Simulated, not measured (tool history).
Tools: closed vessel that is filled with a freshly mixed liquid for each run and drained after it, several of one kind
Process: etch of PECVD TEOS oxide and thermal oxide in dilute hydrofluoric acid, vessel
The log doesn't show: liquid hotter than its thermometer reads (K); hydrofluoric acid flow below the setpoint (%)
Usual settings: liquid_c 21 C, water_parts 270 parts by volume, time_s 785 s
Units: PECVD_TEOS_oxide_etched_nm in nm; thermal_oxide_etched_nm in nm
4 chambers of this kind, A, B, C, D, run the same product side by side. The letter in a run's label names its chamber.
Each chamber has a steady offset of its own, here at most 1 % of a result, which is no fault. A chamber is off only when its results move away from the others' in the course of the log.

run,hour,liquid_c,water_parts,time_s,hours since the thermometer was replaced,hours since the hydrofluoric acid flow meter was replaced,"read-back film thickness of the PECVD TEOS oxide reference wafer, read on the same gauge (nm)","read-back film thickness of the thermal oxide reference wafer, read on the same gauge (nm)",PECVD_TEOS_oxide_etched_nm,thermal_oxide_etched_nm
1A,11.2,21,270,785,1003.7,576.8,80.012,139.99,24.325,9.6659
2C,19.5,21,270,785,501,1943.3,79.983,139.96,24.381,9.6723
3B,28.8,21,270,785,159,563,79.977,139.99,24.661,9.7025
4D,37.3,21,270,785,324.9,1563.7,80.006,140,24.157,9.6645
5B,46.5,17,345,785,176.7,580.7,80.015,140,15.456,6.1465
6A,51.8,17,345,785,1044.3,617.4,79.999,139.96,15.242,6.0997
7D,62.9,17,345,785,350.5,1589.3,80.001,139.98,15.428,6.1062
8C,74.1,17,345,785,555.6,1997.9,80.011,139.96,15.354,6.0725
9D,86.3,21,195,785,373.9,1612.7,79.967,139.97,36.175,14.396
10B,92.9,21,195,785,223.1,627.1,80.024,139.98,36.139,14.258
11C,104.2,21,195,785,585.7,2028,79.996,139.97,36.455,14.507
12A,114.4,21,195,785,1106.9,680,79.997,140,36.323,14.269
13A,124.8,21,270,785,1117.3,690.4,79.997,139.98,24.238,9.6609
14B,134.5,21,270,785,264.7,668.7,80.002,140.02,24.384,9.6501
15C,142.6,21,270,785,624.1,2066.4,79.988,140,24.535,9.7232
16D,151.6,21,270,785,439.2,1678,79.98,139.98,24.134,9.7062
17A,159.2,21,270,785,1151.7,724.8,79.987,140.01,24.129,9.6683
18D,166.9,21,270,785,454.5,1693.3,79.995,140.03,24.554,9.657
19C,175.7,21,270,785,657.2,2099.5,80.016,139.99,24.51,9.6866
20B,187.5,21,270,785,317.7,721.7,80.027,139.99,24.569,9.6732
21D,198.2,21,270,785,485.8,1724.6,79.989,139.97,24.145,9.6558
22C,205.3,18.5,270,550,686.8,2129.1,79.989,139.99,15.926,6.1821
# hour 214.3: chamber C: hydrofluoric acid flow meter replaced
23A,217.5,18.5,270,550,1210,783.1,79.985,140.03,15.488,6.1357
24B,227.3,18.5,270,550,357.5,761.5,79.962,140,15.722,6.1358
25A,238.9,18.5,270,550,1231.4,804.5,80.01,140.02,15.365,6.1413
26B,248.9,21,270,785,379.1,783.1,80.014,140,24.431,9.631
27C,256.7,21,270,785,738.2,42.4,80,140.04,24.576,9.7467
28D,263.1,21,270,785,550.7,1789.5,79.98,139.99,24.413,9.6617
29A,271.3,21,270,785,1263.8,836.9,80.021,140,24.169,9.6277
30B,281,21,270,785,411.2,815.2,79.996,140.02,24.393,9.6213
31C,290.4,21,270,785,771.9,76.1,79.975,140,24.674,9.7288

Is one chamber off against the others, does the gauge drift, or is nothing wrong? If a chamber is off, say which, and what the likeliest cause is.

No chamber stands off beyond its own small offset, and the gauge holds steady.
